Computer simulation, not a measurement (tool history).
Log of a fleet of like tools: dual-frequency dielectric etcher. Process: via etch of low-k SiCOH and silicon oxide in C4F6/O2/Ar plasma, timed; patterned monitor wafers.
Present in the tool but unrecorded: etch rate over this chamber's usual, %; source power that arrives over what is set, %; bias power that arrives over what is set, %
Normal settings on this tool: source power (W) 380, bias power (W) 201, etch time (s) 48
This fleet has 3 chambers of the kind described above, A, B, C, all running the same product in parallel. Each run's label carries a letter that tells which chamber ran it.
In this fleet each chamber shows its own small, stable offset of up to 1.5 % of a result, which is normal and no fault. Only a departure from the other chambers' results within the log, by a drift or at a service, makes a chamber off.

run,hour,source power (W),bias power (W),etch time (s),hours since the last wet clean,hours since the last source power generator calibration,hours since the last bias power generator calibration,"read-back reference wafer on the same gauge, depth_nm",mean etch depth across the wafer (nm)
1B,6.7,380,201,48,237.4,292.6,986.5,102.04,115.14
2C,14.4,380,201,48,300.4,260.7,809.5,102.08,115.07
3A,20.4,380,201,48,352,3053.3,1484.8,102.07,114
4A,24.5,380,201,48,356.1,3057.4,1488.9,102.11,114.16
5B,32.7,480,201,48,263.4,318.6,1012.5,102.12,126.52
6C,40.1,480,201,48,326.1,286.4,835.2,102.11,126.38
7B,47.5,480,201,48,278.2,333.4,1027.3,102.17,126.65
8A,52.8,380,201,48,384.4,3085.7,1517.2,102.21,114.16
9C,56.7,380,201,48,342.7,303,851.8,102.22,115.38
10B,62.9,380,201,48,293.6,348.8,1042.7,102.23,115.69
11A,66.9,380,201,48,398.5,3099.8,1531.3,102.27,114.55
12C,71.5,380,201,48,357.5,317.8,866.6,102.29,115.58
13C,78.7,380,201,48,364.7,325,873.8,102.3,115.65
14B,85.1,430,201,59.5,315.8,371,1064.9,102.31,150.55
# hour 92.4: chamber A: wet clean of the chamber
15A,93.1,430,201,59.5,0.8,3126,1557.5,102.35,149.09
16A,97.7,430,201,59.5,5.4,3130.6,1562.1,102.37,148.72
17B,105.3,380,201,48,336,391.2,1085.1,102.38,115.91
18C,111.4,380,201,48,397.4,357.7,906.5,102.41,115.41
19B,115.3,380,248,48,346,401.2,1095.1,102.42,123.96
20C,123.3,380,248,48,409.3,369.6,918.4,102.48,123.99
21A,130.5,380,248,48,38.2,3163.4,1594.9,102.5,122.86

Which is it: a chamber that has drifted or been left off by a service, a gauge drift common to all chambers, or only each chamber's usual small offset? If a chamber is off, name it and its likeliest cause.

The shared gauge is drifting. All chambers look as if they move in step, but none is off.
Most likely cause: gauge reads high (%) = 0.499.

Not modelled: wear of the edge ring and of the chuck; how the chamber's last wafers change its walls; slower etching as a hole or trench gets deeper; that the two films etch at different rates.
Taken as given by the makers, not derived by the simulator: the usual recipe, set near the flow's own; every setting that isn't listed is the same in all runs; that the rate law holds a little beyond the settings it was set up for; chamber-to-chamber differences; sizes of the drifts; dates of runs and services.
